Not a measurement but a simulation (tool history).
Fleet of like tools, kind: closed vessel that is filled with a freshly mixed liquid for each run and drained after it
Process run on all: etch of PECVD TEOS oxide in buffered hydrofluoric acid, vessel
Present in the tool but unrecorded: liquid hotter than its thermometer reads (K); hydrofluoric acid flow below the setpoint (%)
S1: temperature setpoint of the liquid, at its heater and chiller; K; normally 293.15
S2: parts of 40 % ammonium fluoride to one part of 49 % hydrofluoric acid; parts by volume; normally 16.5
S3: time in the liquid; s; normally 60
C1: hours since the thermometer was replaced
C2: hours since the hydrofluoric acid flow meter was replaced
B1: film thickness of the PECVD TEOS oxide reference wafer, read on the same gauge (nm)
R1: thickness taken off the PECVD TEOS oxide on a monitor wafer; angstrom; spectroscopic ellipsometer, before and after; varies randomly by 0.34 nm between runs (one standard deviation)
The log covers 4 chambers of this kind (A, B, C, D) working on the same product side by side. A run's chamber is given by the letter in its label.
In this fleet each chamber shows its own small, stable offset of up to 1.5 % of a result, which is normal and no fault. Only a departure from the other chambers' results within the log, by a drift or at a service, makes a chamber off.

run 1C hour=4.4 | S1=293.15 S2=16.5 S3=60 | C1=558 C2=563 | B1=120.02 | R1=798.38
run 2D hour=7.2 | S1=293.15 S2=16.5 S3=60 | C1=1254 C2=528.2 | B1=120.01 | R1=800.87
run 3A hour=9.8 | S1=293.15 S2=16.5 S3=60 | C1=217.3 C2=591.3 | B1=119.99 | R1=793.62
run 4B hour=12.3 | S1=293.15 S2=16.5 S3=60 | C1=669.3 C2=51.3 | B1=119.98 | R1=807.65
run 5A hour=17.5 | S1=293.15 S2=16.5 S3=60 | C1=225 C2=599 | B1=120.01 | R1=786.27
run 6D hour=21.2 | S1=293.15 S2=16.5 S3=60 | C1=1268 C2=542.2 | B1=120.05 | R1=804.18
run 7B hour=26.6 | S1=293.15 S2=16.5 S3=60 | C1=683.6 C2=65.6 | B1=120.05 | R1=808.21
run 8C hour=32.1 | S1=293.15 S2=16.5 S3=60 | C1=585.7 C2=590.7 | B1=120.02 | R1=789.21
run 9B hour=37.3 | S1=294.65 S2=10.5 S3=60 | C1=694.3 C2=76.3 | B1=120.01 | R1=1361.5
run 10A hour=40.6 | S1=294.65 S2=10.5 S3=60 | C1=248.1 C2=622.1 | B1=120.03 | R1=1324.4
run 11C hour=46.3 | S1=294.65 S2=10.5 S3=60 | C1=599.9 C2=604.9 | B1=120 | R1=1334.9
run 12D hour=51.6 | S1=294.65 S2=10.5 S3=60 | C1=1298.4 C2=572.6 | B1=119.98 | R1=1367.5
run 13D hour=55.1 | S1=293.15 S2=16.5 S3=60 | C1=1301.9 C2=576.1 | B1=119.99 | R1=806.39
run 14B hour=60.4 | S1=293.15 S2=16.5 S3=60 | C1=717.4 C2=99.4 | B1=120.01 | R1=811.65
run 15A hour=65.7 | S1=293.15 S2=16.5 S3=60 | C1=273.2 C2=647.2 | B1=119.96 | R1=791.54
run 16C hour=68.6 | S1=293.15 S2=16.5 S3=60 | C1=622.2 C2=627.2 | B1=119.98 | R1=796.12
run 17A hour=71.8 | S1=293.15 S2=16.5 S3=60 | C1=279.3 C2=653.3 | B1=119.98 | R1=795.84
run 18B hour=75.7 | S1=293.15 S2=16.5 S3=30 | C1=732.7 C2=114.7 | B1=120.01 | R1=408.5
run 19C hour=78.6 | S1=293.15 S2=16.5 S3=30 | C1=632.2 C2=637.2 | B1=119.97 | R1=398.08
run 20D hour=83.6 | S1=293.15 S2=16.5 S3=30 | C1=1330.4 C2=604.6 | B1=120.01 | R1=403.76
run 21B hour=88.5 | S1=293.15 S2=16.5 S3=30 | C1=745.5 C2=127.5 | B1=120.04 | R1=410.92
run 22A hour=91.7 | S1=293.15 S2=16.5 S3=60 | C1=299.2 C2=673.2 | B1=120.02 | R1=795.87
run 23C hour=96.9 | S1=293.15 S2=16.5 S3=60 | C1=650.5 C2=655.5 | B1=120.01 | R1=798.61
run 24D hour=101 | S1=293.15 S2=19 S3=40 | C1=1347.8 C2=622 | B1=120 | R1=465.11
run 25A hour=105.6 | S1=293.15 S2=19 S3=40 | C1=313.1 C2=687.1 | B1=120.01 | R1=460.23
run 26B hour=111.3 | S1=293.15 S2=19 S3=40 | C1=768.3 C2=150.3 | B1=119.99 | R1=479.98
run 27C hour=114.5 | S1=293.15 S2=19 S3=40 | C1=668.1 C2=673.1 | B1=120 | R1=463.71
run 28D hour=118.6 | S1=293.15 S2=16.5 S3=60 | C1=1365.4 C2=639.6 | B1=120.04 | R1=808.07
run 29C hour=123.7 | S1=290.15 S2=19.5 S3=60 | C1=677.3 C2=682.3 | B1=119.98 | R1=565.55
run 30A hour=127.5 | S1=290.15 S2=19.5 S3=60 | C1=335 C2=709 | B1=119.99 | R1=568.87
run 31B hour=132 | S1=290.15 S2=19.5 S3=60 | C1=789 C2=171 | B1=120.01 | R1=601.72
run 32D hour=137.1 | S1=290.15 S2=19.5 S3=60 | C1=1383.9 C2=658.1 | B1=120.01 | R1=574.53
run 33D hour=141.3 | S1=293.15 S2=16.5 S3=60 | C1=1388.1 C2=662.3 | B1=120 | R1=800.64

Has any chamber moved away from the others, gradually or after a service, or does the common gauge drift, or do the chambers differ only by their own small steady offsets? State the chamber and the most likely cause if one applies.

Little by little, chamber B moves away from the other chambers.
What lies behind it: liquid hotter than its thermometer reads (K) = 0.752.
Not necessarily distinguishable in this log from: hydrofluoric acid flow above the setpoint (%).

Which of the 4 candidates below, each the usual settings with something changed and its results left as question marks, puts chamber B back in line with what the other chambers give on the usual settings?
A result is in line if it is within this distance of the other chambers' mean on the usual settings: R1 12 angstrom
run 34B-1 hour=145.4 | S1=294.15 S2=16.5 S3=60 | R1=?
run 34B-2 hour=145.4 | S1=291.65 S2=16.5 S3=60 | R1=?
run 34B-3 hour=145.4 | S1=293.15 S2=16.5 S3=65 | R1=?
run 34B-4 hour=145.4 | S1=292.15 S2=16.5 S3=60 | R1=?

The mean the other chambers reach with the usual settings: R1 797.58 angstrom
run=34B-1 R1=888.5
run=34B-2 R1=772.6
run=34B-3 R1=910.45
run=34B-4 R1=794.65
With 34B-4, the chamber falls back in line with the rest.

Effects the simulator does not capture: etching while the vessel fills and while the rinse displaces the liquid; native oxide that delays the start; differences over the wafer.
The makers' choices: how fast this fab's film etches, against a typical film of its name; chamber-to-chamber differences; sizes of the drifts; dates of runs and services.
